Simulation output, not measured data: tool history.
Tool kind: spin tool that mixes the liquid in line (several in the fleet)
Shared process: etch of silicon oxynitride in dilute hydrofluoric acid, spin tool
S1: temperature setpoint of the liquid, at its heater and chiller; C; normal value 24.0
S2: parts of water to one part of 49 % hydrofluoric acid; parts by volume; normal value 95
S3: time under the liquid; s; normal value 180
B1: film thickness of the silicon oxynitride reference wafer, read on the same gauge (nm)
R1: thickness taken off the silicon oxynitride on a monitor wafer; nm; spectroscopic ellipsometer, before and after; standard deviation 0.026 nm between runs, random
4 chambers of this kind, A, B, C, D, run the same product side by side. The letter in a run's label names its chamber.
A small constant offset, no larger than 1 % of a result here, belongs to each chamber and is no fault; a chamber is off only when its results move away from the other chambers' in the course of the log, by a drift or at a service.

run   hour    S1   S2   S3       B1      R1
 1A    5.4  24.0   95  180  100.020  2.7396
 2C   10.8  24.0   95  180  100.010  2.7495
 3B   19.9  24.0   95  180   99.980  2.7793
 4D   25.0  24.0   95  180  100.040  2.7616
 5D   33.7  24.0   95  180   99.977  2.7352
 6A   40.1  24.0   95  180  100.030  2.7061
 7B   49.5  24.0   95  180  100.000  2.7803
      50.3  -- chamber B: thermometer replaced
 8C   57.9  24.0   95  130   99.979  1.9919
 9D   67.0  24.0   95  130   99.992  1.9829
10A   72.8  24.0   95  130   99.989  1.9924
11C   80.0  24.0   95  130  100.040  1.9838
12B   84.4  24.0  140  135   99.995  1.3986
13D   93.6  24.0  140  135  100.010  1.3283
14A  100.5  24.0  140  135  100.050  1.3425
15B  106.1  24.0  140  135   99.959  1.4284
16C  116.0  24.0   95  180  100.060  2.7068
17B  121.2  24.0   95  180   99.985  2.9010
18C  126.1  24.0   95  180   99.979  2.6923
19D  134.2  24.0   95  180   99.972  2.6821
     139.7  -- chamber D: hydrofluoric acid flow meter replaced
20A  140.8  24.0  135  135   99.999  1.3931
21C  150.1  24.0  135  135  100.050  1.3922
22A  159.2  24.0  135  135   99.973  1.3802
23B  165.4  24.0  135  135   99.986  1.5800
24D  170.2  24.0   95  180   99.970  2.7481
25D  175.9  24.0   95  180  100.040  2.7228

Is one chamber out of step, is the gauge drifting, or do the chambers differ by no more than their own small offsets? For an off chamber, give its letter and the likeliest cause.

One chamber, B, drifts off from the rest bit by bit.
Cause: hydrofluoric acid flow above the setpoint (%) = 12.4.
The log might look much the same if the cause were instead: liquid hotter than its thermometer reads (K).

Here are 4 candidates for chamber B's next run, each the usual settings with a change, their results left as question marks. Which one brings its results back in line with what the others give on the usual settings?
In-line tolerance around the mean of the other chambers on the usual settings: R1 0.0910 nm
26B-1  183.3  24.5   85  205       ?
26B-2  183.3  23.0  115  180       ?
26B-3  183.3  24.0   90  195       ?
26B-4  183.3  23.5   95  160       ?

What the other chambers average on the usual settings: R1 2.7254 nm
  run      R1
26B-1  4.0814
26B-2  2.4243
26B-3  3.5700
26B-4  2.7031
Change 26B-4 lands the chamber within the allowed miss of the other chambers.
